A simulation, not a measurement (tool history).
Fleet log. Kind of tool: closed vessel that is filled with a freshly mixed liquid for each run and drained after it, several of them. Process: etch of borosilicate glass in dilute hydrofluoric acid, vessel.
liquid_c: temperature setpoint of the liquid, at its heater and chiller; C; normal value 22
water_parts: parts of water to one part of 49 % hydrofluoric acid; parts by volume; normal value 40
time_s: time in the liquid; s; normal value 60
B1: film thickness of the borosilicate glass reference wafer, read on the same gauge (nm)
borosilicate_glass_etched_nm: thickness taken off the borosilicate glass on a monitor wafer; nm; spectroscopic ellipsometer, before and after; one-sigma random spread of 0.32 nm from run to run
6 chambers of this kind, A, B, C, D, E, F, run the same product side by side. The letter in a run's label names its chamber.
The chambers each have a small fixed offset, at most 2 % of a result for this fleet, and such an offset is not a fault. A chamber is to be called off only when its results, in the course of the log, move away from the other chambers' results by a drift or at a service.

Run 1A, day 0.188: usual settings; B1 149.97. Result: borosilicate_glass_etched_nm 49.087 nm.
Run 2D, day 0.388: usual settings; B1 150.00. Result: borosilicate_glass_etched_nm 48.186 nm.
Run 3E, day 0.525: usual settings; B1 150.00. Result: borosilicate_glass_etched_nm 48.214 nm.
Run 4C, day 0.683: usual settings; B1 150.03. Result: borosilicate_glass_etched_nm 47.934 nm.
At day 0.750: chamber E: hydrofluoric acid flow meter replaced.
Run 5B, day 0.825: usual settings; B1 150.01. Result: borosilicate_glass_etched_nm 48.139 nm.
Run 6F, day 1.042: usual settings; B1 150.03. Result: borosilicate_glass_etched_nm 48.242 nm.
Run 7F, day 1.208: usual settings; B1 149.99. Result: borosilicate_glass_etched_nm 48.918 nm.
Run 8C, day 1.446: usual settings; B1 150.00. Result: borosilicate_glass_etched_nm 48.140 nm.
Run 9E, day 1.588: usual settings; B1 149.99. Result: borosilicate_glass_etched_nm 48.510 nm.
Run 10D, day 1.821: usual settings; B1 150.01. Result: borosilicate_glass_etched_nm 48.242 nm.
Run 11A, day 1.958: usual settings but liquid_c 20 C, water_parts 60 parts by volume; B1 150.00. Result: borosilicate_glass_etched_nm 29.535 nm.
Run 12B, day 2.146: usual settings but liquid_c 20 C, water_parts 60 parts by volume; B1 149.98. Result: borosilicate_glass_etched_nm 28.856 nm.
Run 13A, day 2.342: usual settings but liquid_c 20 C, water_parts 60 parts by volume; B1 149.96. Result: borosilicate_glass_etched_nm 29.851 nm.
Run 14D, day 2.567: usual settings but liquid_c 20 C, water_parts 60 parts by volume; B1 150.04. Result: borosilicate_glass_etched_nm 28.448 nm.
Run 15E, day 2.679: usual settings but liquid_c 20 C, water_parts 60 parts by volume; B1 150.01. Result: borosilicate_glass_etched_nm 29.097 nm.
Run 16C, day 2.792: usual settings but liquid_c 20 C, water_parts 60 parts by volume; B1 150.03. Result: borosilicate_glass_etched_nm 28.569 nm.
Run 17B, day 2.988: usual settings; B1 150.03. Result: borosilicate_glass_etched_nm 48.255 nm.
Run 18F, day 3.104: usual settings; B1 150.00. Result: borosilicate_glass_etched_nm 48.177 nm.
Run 19C, day 3.258: usual settings; B1 150.01. Result: borosilicate_glass_etched_nm 47.554 nm.
Run 20E, day 3.425: usual settings; B1 150.00. Result: borosilicate_glass_etched_nm 48.542 nm.
Run 21A, day 3.658: usual settings; B1 150.01. Result: borosilicate_glass_etched_nm 48.499 nm.
Run 22B, day 3.775: usual settings; B1 149.99. Result: borosilicate_glass_etched_nm 48.321 nm.
Run 23F, day 3.917: usual settings; B1 149.99. Result: borosilicate_glass_etched_nm 48.315 nm.
Run 24D, day 4.042: usual settings; B1 149.99. Result: borosilicate_glass_etched_nm 47.985 nm.
Run 25F, day 4.200: usual settings; B1 150.00. Result: borosilicate_glass_etched_nm 48.200 nm.
Run 26A, day 4.375: usual settings; B1 149.96. Result: borosilicate_glass_etched_nm 48.669 nm.
Run 27B, day 4.596: usual settings; B1 149.99. Result: borosilicate_glass_etched_nm 48.210 nm.
Run 28E, day 4.717: usual settings; B1 149.99. Result: borosilicate_glass_etched_nm 48.270 nm.
Run 29C, day 4.942: usual settings; B1 150.01. Result: borosilicate_glass_etched_nm 47.698 nm.
Run 30D, day 5.104: usual settings; B1 150.01. Result: borosilicate_glass_etched_nm 47.801 nm.
Run 31A, day 5.233: usual settings but water_parts 50 parts by volume, time_s 45 s; B1 150.00. Result: borosilicate_glass_etched_nm 28.962 nm.
Run 32E, day 5.450: usual settings but water_parts 50 parts by volume, time_s 45 s; B1 149.97. Result: borosilicate_glass_etched_nm 28.590 nm.
Run 33C, day 5.596: usual settings but water_parts 50 parts by volume, time_s 45 s; B1 150.01. Result: borosilicate_glass_etched_nm 27.747 nm.
Run 34F, day 5.704: usual settings but water_parts 50 parts by volume, time_s 45 s; B1 149.99. Result: borosilicate_glass_etched_nm 28.707 nm.
Run 35D, day 5.904: usual settings but water_parts 50 parts by volume, time_s 45 s; B1 150.01. Result: borosilicate_glass_etched_nm 28.568 nm.
Run 36B, day 6.142: usual settings but water_parts 50 parts by volume, time_s 45 s; B1 150.00. Result: borosilicate_glass_etched_nm 28.596 nm.
Run 37D, day 6.367: usual settings; B1 149.99. Result: borosilicate_glass_etched_nm 48.005 nm.
Run 38A, day 6.512: usual settings; B1 149.98. Result: borosilicate_glass_etched_nm 49.502 nm.
Run 39B, day 6.721: usual settings but time_s 30 s; B1 150.00. Result: borosilicate_glass_etched_nm 24.061 nm.
Run 40C, day 6.829: usual settings but time_s 30 s; B1 149.98. Result: borosilicate_glass_etched_nm 23.205 nm.

Next, every chamber runs the same settings. What will each give?
Run 41A, day 7.000: usual settings. Result: borosilicate_glass_etched_nm ?.
Run 41B, day 7.000: usual settings. Result: borosilicate_glass_etched_nm ?.
Run 41C, day 7.000: usual settings. Result: borosilicate_glass_etched_nm ?.
Run 41D, day 7.000: usual settings. Result: borosilicate_glass_etched_nm ?.
Run 41E, day 7.000: usual settings. Result: borosilicate_glass_etched_nm ?.
Run 41F, day 7.000: usual settings. Result: borosilicate_glass_etched_nm ?.

run  borosilicate_glass_etched_nm
41A                        48.358
41B                        48.057
41C                        45.396
41D                        47.967
41E                        48.446
41F                        48.274
